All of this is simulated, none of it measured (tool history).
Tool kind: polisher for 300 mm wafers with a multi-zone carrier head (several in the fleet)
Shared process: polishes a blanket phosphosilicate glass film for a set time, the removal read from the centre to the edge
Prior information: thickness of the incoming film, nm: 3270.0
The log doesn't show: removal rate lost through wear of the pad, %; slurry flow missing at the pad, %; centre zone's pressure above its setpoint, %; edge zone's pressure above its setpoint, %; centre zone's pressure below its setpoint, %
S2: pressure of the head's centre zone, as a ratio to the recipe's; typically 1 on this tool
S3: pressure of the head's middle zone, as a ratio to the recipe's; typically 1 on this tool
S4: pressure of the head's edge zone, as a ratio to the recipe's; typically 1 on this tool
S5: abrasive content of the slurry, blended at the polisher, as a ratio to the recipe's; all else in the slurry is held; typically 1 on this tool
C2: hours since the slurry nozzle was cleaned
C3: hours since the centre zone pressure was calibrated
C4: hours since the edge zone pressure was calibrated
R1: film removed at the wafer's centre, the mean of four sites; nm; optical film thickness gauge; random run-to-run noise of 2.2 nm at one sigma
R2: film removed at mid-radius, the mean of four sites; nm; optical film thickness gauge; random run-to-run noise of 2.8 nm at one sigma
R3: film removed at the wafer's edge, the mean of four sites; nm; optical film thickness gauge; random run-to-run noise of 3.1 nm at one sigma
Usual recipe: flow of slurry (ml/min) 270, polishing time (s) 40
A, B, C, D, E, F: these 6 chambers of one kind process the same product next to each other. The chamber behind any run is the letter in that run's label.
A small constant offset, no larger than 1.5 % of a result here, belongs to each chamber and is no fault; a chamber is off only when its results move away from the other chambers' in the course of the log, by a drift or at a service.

At hour 9.8: chamber B: worn pad replaced by a new one.
Run 1F, hour 13.8: usual settings; wafers polished on this pad 1286; C2 389.1; C3 33.8; C4 298.9. Result: R1 269.53 nm, R2 268.58 nm, R3 269.73 nm.
Run 2A, hour 22.8: usual settings; wafers polished on this pad 631; C2 412.7; C3 531.2; C4 646.4. Result: R1 270.09 nm, R2 272.72 nm, R3 269.67 nm.
At hour 23: chamber F: worn pad replaced by a new one.
At hour 27.1: chamber C: worn pad replaced by a new one.
Run 3C, hour 30.1: usual settings; wafers polished on this pad 49; C2 201.6; C3 56.7; C4 186.2. Result: R1 269.28 nm, R2 274.23 nm, R3 274.19 nm.
At hour 41.2: chamber D: worn pad replaced by a new one.
Run 4E, hour 41.5: usual settings; wafers polished on this pad 1143; C2 42; C3 601.7; C4 779. Result: R1 271.66 nm, R2 275.42 nm, R3 274.09 nm.
At hour 48.8: chamber A: centre zone pressure recalibrated.
Run 5D, hour 51.7: usual settings; wafers polished on this pad 169; C2 106.5; C3 224.6; C4 237.3. Result: R1 271.85 nm, R2 267.43 nm, R3 271.49 nm.
At hour 53.9: chamber E: worn pad replaced by a new one.
Run 6B, hour 63: usual settings but S4 0.91, S5 1.1; wafers polished on this pad 859; C2 156.3; C3 487.7; C4 259.8. Result: R1 284.45 nm, R2 286.86 nm, R3 272.71 nm.
At hour 72.6: chamber A: worn pad replaced by a new one.
At hour 73: chamber A: edge zone pressure recalibrated.
Run 7D, hour 77.6: usual settings but S4 0.91, S5 1.1; wafers polished on this pad 587; C2 132.4; C3 250.5; C4 263.2. Result: R1 284.16 nm, R2 281.28 nm, R3 265.7 nm.
At hour 81.2: chamber B: worn pad replaced by a new one.
Run 8C, hour 85: usual settings but S4 0.91, S5 1.1; wafers polished on this pad 935; C2 256.5; C3 111.6; C4 241.1. Result: R1 286.58 nm, R2 281 nm, R3 275.98 nm.
Run 9A, hour 97.7: usual settings but S4 0.91, S5 1.1; wafers polished on this pad 405; C2 487.6; C3 48.9; C4 24.8. Result: R1 278.28 nm, R2 280.81 nm, R3 268.38 nm.
At hour 102.5: chamber F: edge zone pressure recalibrated.
Run 10E, hour 105: usual settings but S4 0.91, S5 1.1; wafers polished on this pad 824; C2 105.5; C3 665.2; C4 842.5. Result: R1 285.54 nm, R2 282.93 nm, R3 265.65 nm.
At hour 105.7: chamber F: worn pad replaced by a new one.
At hour 115.9: chamber C: worn pad replaced by a new one.
Run 11B, hour 116.6: usual settings but S4 0.91, S5 1.1; wafers polished on this pad 570; C2 209.9; C3 541.3; C4 313.4. Result: R1 289.23 nm, R2 280.03 nm, R3 265.92 nm.
Run 12F, hour 128.8: usual settings; wafers polished on this pad 372; C2 504.1; C3 148.8; C4 26.4. Result: R1 270.05 nm, R2 269.05 nm, R3 271.71 nm.
At hour 129.5: chamber D: worn pad replaced by a new one.
Run 13E, hour 137.4: usual settings; wafers polished on this pad 1346; C2 137.9; C3 697.6; C4 874.9. Result: R1 270.09 nm, R2 269.19 nm, R3 273.62 nm.
At hour 140.1: chamber E: worn pad replaced by a new one.
Run 14B, hour 148.4: usual settings; wafers polished on this pad 1083; C2 241.7; C3 573.1; C4 345.2. Result: R1 275.55 nm, R2 273.89 nm, R3 271.89 nm.
At hour 151.6: chamber B: worn pad replaced by a new one.
Run 15A, hour 155.6: usual settings; wafers polished on this pad 1339; C2 545.5; C3 106.8; C4 82.7. Result: R1 267.45 nm, R2 269.15 nm, R3 268.25 nm.
At hour 157.3: chamber A: worn pad replaced by a new one.
At hour 159.5: chamber F: slurry nozzle cleaned.
Run 16C, hour 165.4: usual settings; wafers polished on this pad 799; C2 336.9; C3 192; C4 321.5. Result: R1 271.6 nm, R2 273.24 nm, R3 273.26 nm.
At hour 167.5: chamber C: slurry nozzle cleaned.
Run 17D, hour 172.4: usual settings; wafers polished on this pad 692; C2 227.2; C3 345.3; C4 358. Result: R1 269.8 nm, R2 269.96 nm, R3 267.81 nm.
At hour 174.6: chamber E: edge zone pressure recalibrated.
Run 18F, hour 182.7: usual settings but polishing time (s) 30; wafers polished on this pad 1241; C2 23.2; C3 202.7; C4 80.3. Result: R1 201.23 nm, R2 202.78 nm, R3 201.02 nm.
At hour 184.4: chamber B: slurry nozzle cleaned.
At hour 188.3: chamber C: worn pad replaced by a new one.
Run 19E, hour 191.5: usual settings but polishing time (s) 30; wafers polished on this pad 829; C2 192; C3 751.7; C4 16.9. Result: R1 203.97 nm, R2 204.23 nm, R3 205.25 nm.
At hour 191.9: chamber F: worn pad replaced by a new one.
Run 20D, hour 200.1: usual settings but polishing time (s) 30; wafers polished on this pad 1138; C2 254.9; C3 373; C4 385.7. Result: R1 196.83 nm, R2 197.93 nm, R3 201.53 nm.
At hour 208.4: chamber D: worn pad replaced by a new one.
Run 21B, hour 212.3: usual settings but polishing time (s) 30; wafers polished on this pad 980; C2 27.9; C3 637; C4 409.1. Result: R1 204.61 nm, R2 205.6 nm, R3 202.75 nm.
At hour 215.2: chamber E: slurry nozzle cleaned.
At hour 220.8: chamber E: worn pad replaced by a new one.
Run 22F, hour 224.4: usual settings but polishing time (s) 30; wafers polished on this pad 524; C2 64.9; C3 244.4; C4 122. Result: R1 203.49 nm, R2 201.67 nm, R3 202.05 nm.
At hour 228.4: chamber B: worn pad replaced by a new one.
At hour 231: chamber A: worn pad replaced by a new one.
Run 23A, hour 232: usual settings but polishing time (s) 30; wafers polished on this pad 16; C2 621.9; C3 183.2; C4 159.1. Result: R1 204.58 nm, R2 202.67 nm, R3 203.41 nm.
At hour 239.4: chamber B: edge zone pressure recalibrated.
Run 24C, hour 242.4: usual settings but S4 0.9; wafers polished on this pad 873; C2 75; C3 269; C4 398.5. Result: R1 269.4 nm, R2 265.53 nm, R3 261.37 nm.
Run 25B, hour 253.6: usual settings but S4 0.9; wafers polished on this pad 406; C2 69.2; C3 678.3; C4 14.2. Result: R1 278.63 nm, R2 272.24 nm, R3 257.53 nm.
Run 26D, hour 263.6: usual settings but S4 0.9; wafers polished on this pad 891; C2 318.4; C3 436.5; C4 449.2. Result: R1 257.74 nm, R2 267.73 nm, R3 251.49 nm.
At hour 269.1: chamber C: worn pad replaced by a new one.
At hour 269.2: chamber A: slurry nozzle cleaned.
Run 27A, hour 272.6: usual settings but S4 0.9; wafers polished on this pad 670; C2 3.4; C3 223.8; C4 199.7. Result: R1 271.03 nm, R2 267.92 nm, R3 253.54 nm.
Run 28C, hour 282: usual settings but S4 0.9; wafers polished on this pad 209; C2 114.6; C3 308.6; C4 438.1. Result: R1 270.68 nm, R2 270.9 nm, R3 257.56 nm.
At hour 285.7: chamber C: centre zone pressure recalibrated.
At hour 286.2: chamber D: worn pad replaced by a new one.
At hour 289.5: chamber E: worn pad replaced by a new one.
Run 29F, hour 296.5: usual settings but S4 0.9; wafers polished on this pad 1686; C2 137; C3 316.5; C4 194.1. Result: R1 271.1 nm, R2 262.03 nm, R3 255.32 nm.
At hour 296.8: chamber F: worn pad replaced by a new one.
At hour 298.4: chamber B: worn pad replaced by a new one.
Run 30E, hour 311.5: usual settings; wafers polished on this pad 355; C2 96.3; C3 871.7; C4 136.9. Result: R1 272.9 nm, R2 274.13 nm, R3 276.73 nm.
At hour 319.1: chamber A: worn pad replaced by a new one.
Run 31D, hour 323.7: usual settings but S2 1.08; wafers polished on this pad 604; C2 378.5; C3 496.6; C4 509.3. Result: R1 275.24 nm, R2 270.87 nm, R3 268.37 nm.
Run 32B, hour 337.5: usual settings but S2 1.08; wafers polished on this pad 630; C2 153.1; C3 762.2; C4 98.1. Result: R1 300.9 nm, R2 269.69 nm, R3 272.38 nm.
At hour 348.6: chamber C: worn pad replaced by a new one.
Run 33F, hour 349.3: usual settings but S2 1.08; wafers polished on this pad 846; C2 189.8; C3 369.3; C4 246.9. Result: R1 291.59 nm, R2 268.15 nm, R3 270.13 nm.
Run 34E, hour 357.1: usual settings but S2 1.08; wafers polished on this pad 1090; C2 141.9; C3 917.3; C4 182.5. Result: R1 297.1 nm, R2 272.97 nm, R3 267.43 nm.
Run 35A, hour 368.1: usual settings but S2 1.08; wafers polished on this pad 791; C2 98.9; C3 319.3; C4 295.2. Result: R1 297.27 nm, R2 269.14 nm, R3 270.97 nm.
At hour 368.7: chamber E: worn pad replaced by a new one.
Run 36C, hour 381.8: usual settings but S2 1.08; wafers polished on this pad 535; C2 214.4; C3 96.2; C4 537.9. Result: R1 295.79 nm, R2 271.08 nm, R3 278.18 nm.
Run 37E, hour 394.6: usual settings; wafers polished on this pad 418; C2 179.4; C3 954.8; C4 220. Result: R1 270.86 nm, R2 267.74 nm, R3 269.61 nm.

Read the log: is a single chamber off, either drifting away or since a service, is the gauge that measures every chamber drifting, or is nothing wrong beyond small per-chamber offsets? Name any odd chamber and what most likely caused it.

Chamber D drifts away from the others.
Cause: centre zone's pressure below its setpoint, % = 8.85.

Here are 4 candidates for chamber D's next run, each the usual settings with a change, their results left as question marks. Which one brings its results back in line with what the others give on the usual settings?
Maximum distance from the other chambers' mean on the usual settings for a result to count as in line: R1 7.6 nm; R2 9.7 nm; R3 11 nm
Run 38D-1, hour 405.5: usual settings but flow of slurry (ml/min) 275, S2 1.04, S3 0.99, S4 0.99. Result: R1 ?, R2 ?, R3 ?.
Run 38D-2, hour 405.5: usual settings but flow of slurry (ml/min) 275, S2 1.08, S3 0.99, S4 0.97, polishing time (s) 41. Result: R1 ?, R2 ?, R3 ?.
Run 38D-3, hour 405.5: usual settings but flow of slurry (ml/min) 265, S2 0.93, S3 1.01, S4 1.03, polishing time (s) 39. Result: R1 ?, R2 ?, R3 ?.
Run 38D-4, hour 405.5: usual settings but flow of slurry (ml/min) 265, S2 0.96, S3 1.01, S4 1.01. Result: R1 ?, R2 ?, R3 ?.

Mean of the other chambers on the usual settings: R1 271.42 nm; R2 270.44 nm; R3 271.07 nm
  run      R1      R2      R3
38D-1  257.07  265.26  268.39
38D-2  274.49  271.85  272.23
38D-3  220.92  262.49  266.23
38D-4   234.6  269.18  270.27
38D-2 brings the chamber back in line.
